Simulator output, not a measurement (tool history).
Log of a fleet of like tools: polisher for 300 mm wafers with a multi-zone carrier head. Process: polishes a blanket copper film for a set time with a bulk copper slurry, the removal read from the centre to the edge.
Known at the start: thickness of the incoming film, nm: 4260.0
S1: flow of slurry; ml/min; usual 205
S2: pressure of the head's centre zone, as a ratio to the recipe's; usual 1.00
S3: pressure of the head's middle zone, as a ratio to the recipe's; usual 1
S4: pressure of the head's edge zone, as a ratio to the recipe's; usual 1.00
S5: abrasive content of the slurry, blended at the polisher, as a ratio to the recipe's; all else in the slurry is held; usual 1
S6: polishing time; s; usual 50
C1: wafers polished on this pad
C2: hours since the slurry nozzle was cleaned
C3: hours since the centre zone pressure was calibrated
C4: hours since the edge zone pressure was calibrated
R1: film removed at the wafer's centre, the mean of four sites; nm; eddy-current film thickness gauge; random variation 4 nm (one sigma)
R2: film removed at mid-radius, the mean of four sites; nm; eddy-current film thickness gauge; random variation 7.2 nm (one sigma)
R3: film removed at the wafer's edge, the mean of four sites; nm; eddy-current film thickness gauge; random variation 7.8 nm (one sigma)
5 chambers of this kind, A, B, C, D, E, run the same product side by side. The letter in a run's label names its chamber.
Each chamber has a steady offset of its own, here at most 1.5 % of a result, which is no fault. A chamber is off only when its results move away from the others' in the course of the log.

run	day	S1	S2	S3	S4	S5	S6	C1	C2	C3	C4	R1	R2	R3
# day 0.133: chamber A: edge zone pressure recalibrated
1E	0.175	205	1.00	1	1.00	1	50	105	15.5	1029.5	129.0	539.98	540.52	529.76
2B	0.342	205	1.00	1	1.00	1	50	673	321.6	379.7	362.0	526.06	534.20	527.72
3C	0.571	205	1.00	1	1.00	1	50	726	393.6	750.1	235.6	532.22	542.01	520.48
# day 0.746: chamber D: worn pad replaced by a new one
4A	0.812	205	1.00	1	1.00	1	50	447	323.8	170.2	16.3	535.17	520.23	516.01
# day 0.854: chamber C: worn pad replaced by a new one
5D	1.033	205	1.00	1	1.00	1	50	106	119.1	709.4	694.5	538.40	543.99	531.33
6A	1.167	205	1.00	1	1.00	1	50	578	332.3	178.7	24.8	529.77	519.23	535.56
7E	1.325	205	1.00	1	1.00	1	50	531	43.1	1057.1	156.6	529.70	523.56	531.70
# day 1.358: chamber E: worn pad replaced by a new one
8B	1.475	205	1.00	1	1.00	1	50	1093	348.8	406.9	389.2	524.23	537.88	543.49
9D	1.658	205	1.00	1	1.00	1	50	338	134.1	724.4	709.5	521.46	524.24	540.18
10C	1.842	205	1.00	1	1.00	1	50	366	424.1	780.6	266.1	527.13	527.45	522.58
11A	2.025	175	1.00	1	1.08	1	50	896	352.9	199.3	45.4	516.55	512.26	532.19
# day 2.083: chamber B: worn pad replaced by a new one
# day 2.146: chamber A: worn pad replaced by a new one
12B	2.196	175	1.00	1	1.08	1	50	42	366.1	424.2	406.5	517.80	518.90	533.60
13E	2.367	175	1.00	1	1.08	1	50	374	68.1	1082.1	181.6	518.21	509.56	550.13
# day 2.571: chamber D: worn pad replaced by a new one
14D	2.612	175	1.00	1	1.08	1	50	15	157.0	747.3	732.4	516.61	517.92	534.34
# day 2.754: chamber C: worn pad replaced by a new one
# day 2.771: chamber E: worn pad replaced by a new one
# day 2.804: chamber B: centre zone pressure recalibrated
15C	2.829	175	1.00	1	1.08	1	50	27	447.8	804.3	289.8	511.62	521.99	538.74
16A	3.058	205	1.00	1	1.00	1	50	338	377.7	224.1	70.2	524.68	502.49	541.07
17E	3.229	205	1.00	1	1.00	1	50	170	88.8	1102.8	202.3	529.33	528.60	531.21
18D	3.375	205	1.00	1	1.00	1	50	297	175.3	765.6	750.7	528.80	523.96	533.14
19C	3.496	205	1.00	1	1.00	1	50	274	463.8	820.3	305.8	535.89	541.92	522.64
20B	3.688	205	1.00	1	1.00	1	50	594	401.9	21.3	442.3	528.67	546.40	522.56
# day 3.821: chamber D: centre zone pressure recalibrated
21C	3.829	205	1.00	1	1.00	1	50	398	471.8	828.3	313.8	528.44	519.54	527.59
22B	4.012	205	1.00	1	1.00	1	50	715	409.7	29.1	450.1	535.65	534.68	540.61
23D	4.125	205	1.00	1	1.00	1	50	575	193.3	7.4	768.7	578.35	530.01	537.53
# day 4.250: chamber E: worn pad replaced by a new one
24E	4.354	205	1.00	1	1.00	1	50	39	115.8	1129.8	229.3	525.91	530.08	535.94
25A	4.517	205	1.00	1	1.00	1	50	878	412.7	259.1	105.2	530.74	526.37	530.23
26C	4.646	205	1.00	1	1.00	1	50	700	491.4	847.9	333.4	537.62	529.49	522.68
# day 4.746: chamber D: worn pad replaced by a new one
27D	4.758	205	1.00	1	1.00	1	50	5	208.5	22.6	783.9	573.42	538.14	542.54
# day 4.912: chamber A: worn pad replaced by a new one
28B	4.950	205	1.00	1	1.00	1	50	1062	432.2	51.6	472.6	528.85	543.11	533.84
29E	5.179	205	1.07	1	1.00	1	37	344	135.6	1149.6	249.1	424.85	395.33	387.97
# day 5.212: chamber C: worn pad replaced by a new one
30A	5.312	205	1.07	1	1.00	1	37	149	431.8	278.2	124.3	419.66	398.97	388.17
# day 5.475: chamber B: worn pad replaced by a new one
31A	5.492	205	1.07	1	1.00	1	37	215	436.1	282.5	128.6	419.79	390.39	388.21
32E	5.683	205	1.07	1	1.00	1	37	531	147.7	1161.7	261.2	421.10	385.49	391.58
# day 5.783: chamber E: worn pad replaced by a new one
33C	5.888	205	1.07	1	1.00	1	37	250	521.2	877.7	363.2	421.68	398.50	389.50
34B	6.067	205	0.91	1	1.00	1	50	220	459.0	78.4	499.4	475.05	531.59	529.83
# day 6.275: chamber C: centre zone pressure recalibrated
# day 6.308: chamber A: slurry nozzle cleaned
35D	6.317	205	0.91	1	1.00	1	50	582	245.9	60.0	821.3	520.54	534.07	519.77
36B	6.554	205	0.91	1	1.00	1	50	400	470.7	90.1	511.1	482.08	533.54	531.38
# day 6.696: chamber D: slurry nozzle cleaned
37D	6.754	205	0.91	1	1.00	1	50	744	1.5	70.5	831.8	518.71	528.97	541.85
38E	6.908	205	0.91	1	1.00	1	50	416	177.1	1191.1	290.6	478.57	512.97	534.59
# day 7.138: chamber C: worn pad replaced by a new one
39A	7.158	205	1.00	1	1.00	1	50	833	20.5	322.5	168.6	530.77	513.57	533.26
40C	7.329	205	1.00	1	1.00	1	50	71	555.8	25.4	397.8	525.93	548.39	552.34

Next, every chamber runs the same settings. What will each give?
41A	7.508	165	1.00	1	1.00	1	50					?	?	?
41B	7.508	165	1.00	1	1.00	1	50					?	?	?
41C	7.508	165	1.00	1	1.00	1	50					?	?	?
41D	7.508	165	1.00	1	1.00	1	50					?	?	?
41E	7.508	165	1.00	1	1.00	1	50					?	?	?

run	R1	R2	R3
41A	513.13	509.63	517.02
41B	507.79	513.33	510.08
41C	514.53	515.51	522.75
41D	555.69	506.44	518.49
41E	509.27	506.13	520.04
